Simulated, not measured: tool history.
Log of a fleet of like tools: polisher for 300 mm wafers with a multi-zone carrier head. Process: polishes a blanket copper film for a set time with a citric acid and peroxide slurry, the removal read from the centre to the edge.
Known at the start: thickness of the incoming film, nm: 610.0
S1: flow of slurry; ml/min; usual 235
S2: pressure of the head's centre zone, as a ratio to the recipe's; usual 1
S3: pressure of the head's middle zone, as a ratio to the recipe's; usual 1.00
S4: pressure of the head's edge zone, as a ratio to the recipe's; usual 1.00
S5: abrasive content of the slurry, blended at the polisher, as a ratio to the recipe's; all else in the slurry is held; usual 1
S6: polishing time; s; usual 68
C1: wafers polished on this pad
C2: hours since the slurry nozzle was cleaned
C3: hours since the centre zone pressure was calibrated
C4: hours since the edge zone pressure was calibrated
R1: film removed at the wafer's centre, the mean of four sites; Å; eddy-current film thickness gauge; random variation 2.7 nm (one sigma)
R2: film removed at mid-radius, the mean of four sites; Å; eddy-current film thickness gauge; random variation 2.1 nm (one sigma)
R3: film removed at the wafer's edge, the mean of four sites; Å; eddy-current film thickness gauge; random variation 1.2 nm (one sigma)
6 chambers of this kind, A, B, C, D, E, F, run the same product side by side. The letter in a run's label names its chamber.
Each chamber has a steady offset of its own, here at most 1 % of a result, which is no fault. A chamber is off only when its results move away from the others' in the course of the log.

{"run": "1E", "hour": 5.4, "S1": 235, "S2": 1, "S3": 1.0, "S4": 1.0, "S5": 1, "S6": 68, "C1": 62, "C2": 321.9, "C3": 368.5, "C4": 424.1, "R1": 1854.4, "R2": 1863.8, "R3": 1828.0}
{"run": "2A", "hour": 9.0, "S1": 235, "S2": 1, "S3": 1.0, "S4": 1.0, "S5": 1, "S6": 68, "C1": 392, "C2": 212.9, "C3": 906.2, "C4": 833.3, "R1": 1841.8, "R2": 1817.2, "R3": 1845.4}
{"hour": 12.2, "done": "chamber C: edge zone pressure recalibrated"}
{"hour": 12.9, "done": "chamber F: edge zone pressure recalibrated"}
{"hour": 13.3, "done": "chamber B: worn pad replaced by a new one"}
{"run": "3B", "hour": 14.2, "S1": 235, "S2": 1, "S3": 1.0, "S4": 1.0, "S5": 1, "S6": 68, "C1": 9, "C2": 237.8, "C3": 1320.0, "C4": 597.8, "R1": 1881.8, "R2": 1807.8, "R3": 1833.7}
{"run": "4D", "hour": 17.0, "S1": 235, "S2": 1, "S3": 1.0, "S4": 1.0, "S5": 1, "S6": 68, "C1": 368, "C2": 263.9, "C3": 322.3, "C4": 732.0, "R1": 1863.0, "R2": 1825.5, "R3": 1835.0}
{"run": "5C", "hour": 19.8, "S1": 235, "S2": 1, "S3": 1.0, "S4": 1.0, "S5": 1, "S6": 68, "C1": 535, "C2": 326.6, "C3": 299.3, "C4": 7.7, "R1": 1810.4, "R2": 1820.6, "R3": 1838.5}
{"run": "6F", "hour": 22.7, "S1": 235, "S2": 1, "S3": 1.0, "S4": 1.0, "S5": 1, "S6": 68, "C1": 576, "C2": 113.6, "C3": 207.7, "C4": 9.8, "R1": 1885.8, "R2": 1847.9, "R3": 1825.2}
{"run": "7B", "hour": 25.2, "S1": 235, "S2": 1, "S3": 1.0, "S4": 1.0, "S5": 1, "S6": 88, "C1": 126, "C2": 248.8, "C3": 1331.0, "C4": 608.8, "R1": 2387.7, "R2": 2364.0, "R3": 2361.9}
{"hour": 27.5, "done": "chamber A: worn pad replaced by a new one"}
{"run": "8A", "hour": 29.8, "S1": 235, "S2": 1, "S3": 1.0, "S4": 1.0, "S5": 1, "S6": 88, "C1": 24, "C2": 233.7, "C3": 927.0, "C4": 854.1, "R1": 2402.8, "R2": 2348.6, "R3": 2382.9}
{"run": "9E", "hour": 34.3, "S1": 235, "S2": 1, "S3": 1.0, "S4": 1.0, "S5": 1, "S6": 88, "C1": 368, "C2": 350.8, "C3": 397.4, "C4": 453.0, "R1": 2417.0, "R2": 2364.7, "R3": 2371.7}
{"hour": 35.5, "done": "chamber B: slurry nozzle cleaned"}
{"run": "10C", "hour": 36.8, "S1": 235, "S2": 1, "S3": 1.0, "S4": 1.0, "S5": 1, "S6": 88, "C1": 716, "C2": 343.6, "C3": 316.3, "C4": 24.7, "R1": 2345.6, "R2": 2371.2, "R3": 2362.9}
{"run": "11D", "hour": 41.4, "S1": 235, "S2": 1, "S3": 1.0, "S4": 1.0, "S5": 1, "S6": 88, "C1": 627, "C2": 288.3, "C3": 346.7, "C4": 756.4, "R1": 2396.1, "R2": 2365.0, "R3": 2376.5}
{"run": "12F", "hour": 44.2, "S1": 235, "S2": 1, "S3": 1.0, "S4": 1.0, "S5": 1, "S6": 88, "C1": 804, "C2": 135.1, "C3": 229.2, "C4": 31.3, "R1": 2404.6, "R2": 2357.5, "R3": 2341.7}
{"run": "13A", "hour": 49.3, "S1": 235, "S2": 1, "S3": 1.0, "S4": 1.0, "S5": 1, "S6": 68, "C1": 231, "C2": 253.2, "C3": 946.5, "C4": 873.6, "R1": 1832.0, "R2": 1814.9, "R3": 1867.5}
{"hour": 52.2, "done": "chamber E: worn pad replaced by a new one"}
{"run": "14C", "hour": 52.2, "S1": 235, "S2": 1, "S3": 1.0, "S4": 1.0, "S5": 1, "S6": 68, "C1": 879, "C2": 359.0, "C3": 331.7, "C4": 40.1, "R1": 1866.3, "R2": 1880.0, "R3": 1824.1}
{"hour": 52.6, "done": "chamber C: worn pad replaced by a new one"}
{"hour": 55.7, "done": "chamber D: worn pad replaced by a new one"}
{"run": "15F", "hour": 56.2, "S1": 235, "S2": 1, "S3": 1.0, "S4": 1.0, "S5": 1, "S6": 68, "C1": 931, "C2": 147.1, "C3": 241.2, "C4": 43.3, "R1": 1869.3, "R2": 1855.5, "R3": 1838.3}
{"run": "16D", "hour": 59.0, "S1": 235, "S2": 1, "S3": 1.0, "S4": 1.0, "S5": 1, "S6": 68, "C1": 35, "C2": 305.9, "C3": 364.3, "C4": 774.0, "R1": 1832.4, "R2": 1867.1, "R3": 1821.6}
{"run": "17E", "hour": 61.4, "S1": 235, "S2": 1, "S3": 1.0, "S4": 1.0, "S5": 1, "S6": 68, "C1": 98, "C2": 377.9, "C3": 424.5, "C4": 480.1, "R1": 1852.6, "R2": 1849.1, "R3": 1831.8}
{"run": "18B", "hour": 65.8, "S1": 235, "S2": 1, "S3": 1.0, "S4": 1.0, "S5": 1, "S6": 68, "C1": 557, "C2": 30.3, "C3": 1371.6, "C4": 649.4, "R1": 1850.9, "R2": 1850.9, "R3": 1827.6}
{"run": "19A", "hour": 71.4, "S1": 205, "S2": 1, "S3": 1.1, "S4": 1.0, "S5": 1, "S6": 68, "C1": 466, "C2": 275.3, "C3": 968.6, "C4": 895.7, "R1": 1836.8, "R2": 2004.1, "R3": 1815.6}
{"hour": 71.7, "done": "chamber B: worn pad replaced by a new one"}
{"run": "20F", "hour": 75.5, "S1": 205, "S2": 1, "S3": 1.1, "S4": 1.0, "S5": 1, "S6": 68, "C1": 1136, "C2": 166.4, "C3": 260.5, "C4": 62.6, "R1": 1824.6, "R2": 2000.7, "R3": 1781.6}
{"run": "21D", "hour": 78.0, "S1": 205, "S2": 1, "S3": 1.1, "S4": 1.0, "S5": 1, "S6": 68, "C1": 237, "C2": 324.9, "C3": 383.3, "C4": 793.0, "R1": 1796.3, "R2": 1996.6, "R3": 1783.0}
{"hour": 79.5, "done": "chamber E: centre zone pressure recalibrated"}
{"hour": 82.4, "done": "chamber F: worn pad replaced by a new one"}
{"run": "22C", "hour": 83.0, "S1": 205, "S2": 1, "S3": 1.1, "S4": 1.0, "S5": 1, "S6": 68, "C1": 323, "C2": 389.8, "C3": 362.5, "C4": 70.9, "R1": 1795.9, "R2": 1950.0, "R3": 1800.9}
{"run": "23E", "hour": 87.9, "S1": 205, "S2": 1, "S3": 1.1, "S4": 1.0, "S5": 1, "S6": 68, "C1": 379, "C2": 404.4, "C3": 8.4, "C4": 506.6, "R1": 1781.0, "R2": 1937.1, "R3": 1803.6}
{"hour": 88.4, "done": "chamber A: worn pad replaced by a new one"}
{"run": "24B", "hour": 92.9, "S1": 205, "S2": 1, "S3": 1.1, "S4": 1.0, "S5": 1, "S6": 68, "C1": 225, "C2": 57.4, "C3": 1398.7, "C4": 676.5, "R1": 1816.4, "R2": 1985.3, "R3": 1808.8}
{"run": "25A", "hour": 96.4, "S1": 235, "S2": 1, "S3": 1.0, "S4": 1.0, "S5": 1, "S6": 68, "C1": 85, "C2": 300.3, "C3": 993.6, "C4": 920.7, "R1": 1891.8, "R2": 1836.9, "R3": 1857.5}
{"run": "26C", "hour": 99.8, "S1": 235, "S2": 1, "S3": 1.0, "S4": 1.0, "S5": 1, "S6": 68, "C1": 501, "C2": 406.6, "C3": 379.3, "C4": 87.7, "R1": 1812.4, "R2": 1822.1, "R3": 1835.8}
{"hour": 100.0, "done": "chamber C: slurry nozzle cleaned"}
{"hour": 101.4, "done": "chamber E: worn pad replaced by a new one"}
{"run": "27E", "hour": 104.7, "S1": 235, "S2": 1, "S3": 1.0, "S4": 1.0, "S5": 1, "S6": 68, "C1": 36, "C2": 421.2, "C3": 25.2, "C4": 523.4, "R1": 1819.8, "R2": 1825.9, "R3": 1816.2}
{"run": "28D", "hour": 109.6, "S1": 235, "S2": 1, "S3": 1.0, "S4": 1.0, "S5": 1, "S6": 68, "C1": 572, "C2": 356.5, "C3": 414.9, "C4": 824.6, "R1": 1806.8, "R2": 1809.9, "R3": 1830.8}
{"run": "29B", "hour": 112.6, "S1": 235, "S2": 1, "S3": 1.0, "S4": 0.93, "S5": 1, "S6": 50, "C1": 434, "C2": 77.1, "C3": 1418.4, "C4": 696.2, "R1": 1364.4, "R2": 1352.8, "R3": 1308.9}
{"run": "30F", "hour": 115.4, "S1": 235, "S2": 1, "S3": 1.0, "S4": 0.93, "S5": 1, "S6": 50, "C1": 350, "C2": 206.3, "C3": 300.4, "C4": 102.5, "R1": 1365.4, "R2": 1353.8, "R3": 1301.8}
{"hour": 118.6, "done": "chamber A: centre zone pressure recalibrated"}
{"run": "31F", "hour": 119.0, "S1": 235, "S2": 1, "S3": 1.0, "S4": 0.93, "S5": 1, "S6": 50, "C1": 389, "C2": 209.9, "C3": 304.0, "C4": 106.1, "R1": 1350.6, "R2": 1344.7, "R3": 1273.1}
{"hour": 122.5, "done": "chamber B: worn pad replaced by a new one"}
{"run": "32E", "hour": 124.3, "S1": 235, "S2": 1, "S3": 1.0, "S4": 0.93, "S5": 1, "S6": 50, "C1": 244, "C2": 440.8, "C3": 44.8, "C4": 543.0, "R1": 1342.3, "R2": 1386.5, "R3": 1284.7}
{"run": "33D", "hour": 128.4, "S1": 235, "S2": 1, "S3": 1.0, "S4": 0.93, "S5": 1, "S6": 50, "C1": 772, "C2": 375.3, "C3": 433.7, "C4": 843.4, "R1": 1311.5, "R2": 1344.9, "R3": 1294.7}
{"run": "34A", "hour": 132.4, "S1": 235, "S2": 1, "S3": 1.0, "S4": 0.93, "S5": 1, "S6": 50, "C1": 467, "C2": 336.3, "C3": 13.9, "C4": 956.7, "R1": 1361.5, "R2": 1356.8, "R3": 1315.5}
{"hour": 132.7, "done": "chamber D: centre zone pressure recalibrated"}
{"run": "35C", "hour": 135.1, "S1": 235, "S2": 1, "S3": 1.0, "S4": 1.0, "S5": 1, "S6": 68, "C1": 876, "C2": 35.1, "C3": 414.6, "C4": 123.0, "R1": 1846.5, "R2": 1822.5, "R3": 1863.0}
{"hour": 137.0, "done": "chamber D: worn pad replaced by a new one"}
{"run": "36B", "hour": 140.2, "S1": 235, "S2": 1, "S3": 1.06, "S4": 1.0, "S5": 1, "S6": 50, "C1": 188, "C2": 104.7, "C3": 1446.0, "C4": 723.8, "R1": 1340.9, "R2": 1418.8, "R3": 1351.1}
{"hour": 141.1, "done": "chamber A: worn pad replaced by a new one"}
{"run": "37C", "hour": 143.9, "S1": 235, "S2": 1, "S3": 1.06, "S4": 1.0, "S5": 1, "S6": 50, "C1": 969, "C2": 43.9, "C3": 423.4, "C4": 131.8, "R1": 1373.7, "R2": 1429.3, "R3": 1352.0}
{"run": "38D", "hour": 148.0, "S1": 235, "S2": 1, "S3": 1.06, "S4": 1.0, "S5": 1, "S6": 50, "C1": 117, "C2": 394.9, "C3": 15.4, "C4": 863.0, "R1": 1331.8, "R2": 1390.6, "R3": 1333.3}
{"hour": 152.6, "done": "chamber E: edge zone pressure recalibrated"}
{"run": "39F", "hour": 153.2, "S1": 235, "S2": 1, "S3": 1.06, "S4": 1.0, "S5": 1, "S6": 50, "C1": 752, "C2": 244.1, "C3": 338.2, "C4": 140.3, "R1": 1372.2, "R2": 1442.0, "R3": 1349.6}
{"hour": 154.2, "done": "chamber E: worn pad replaced by a new one"}
{"run": "40E", "hour": 156.5, "S1": 235, "S2": 1, "S3": 1.06, "S4": 1.0, "S5": 1, "S6": 50, "C1": 25, "C2": 473.0, "C3": 77.0, "C4": 3.9, "R1": 1378.3, "R2": 1433.4, "R3": 1325.7}
{"run": "41A", "hour": 159.4, "S1": 235, "S2": 1, "S3": 1.06, "S4": 1.0, "S5": 1, "S6": 50, "C1": 194, "C2": 363.3, "C3": 40.9, "C4": 983.7, "R1": 1347.4, "R2": 1471.1, "R3": 1370.1}

Is one chamber off against the others, does the gauge drift, or is nothing wrong? If a chamber is off, say which, and what the likeliest cause is.

No chamber stands off beyond its own small offset, and the gauge holds steady.
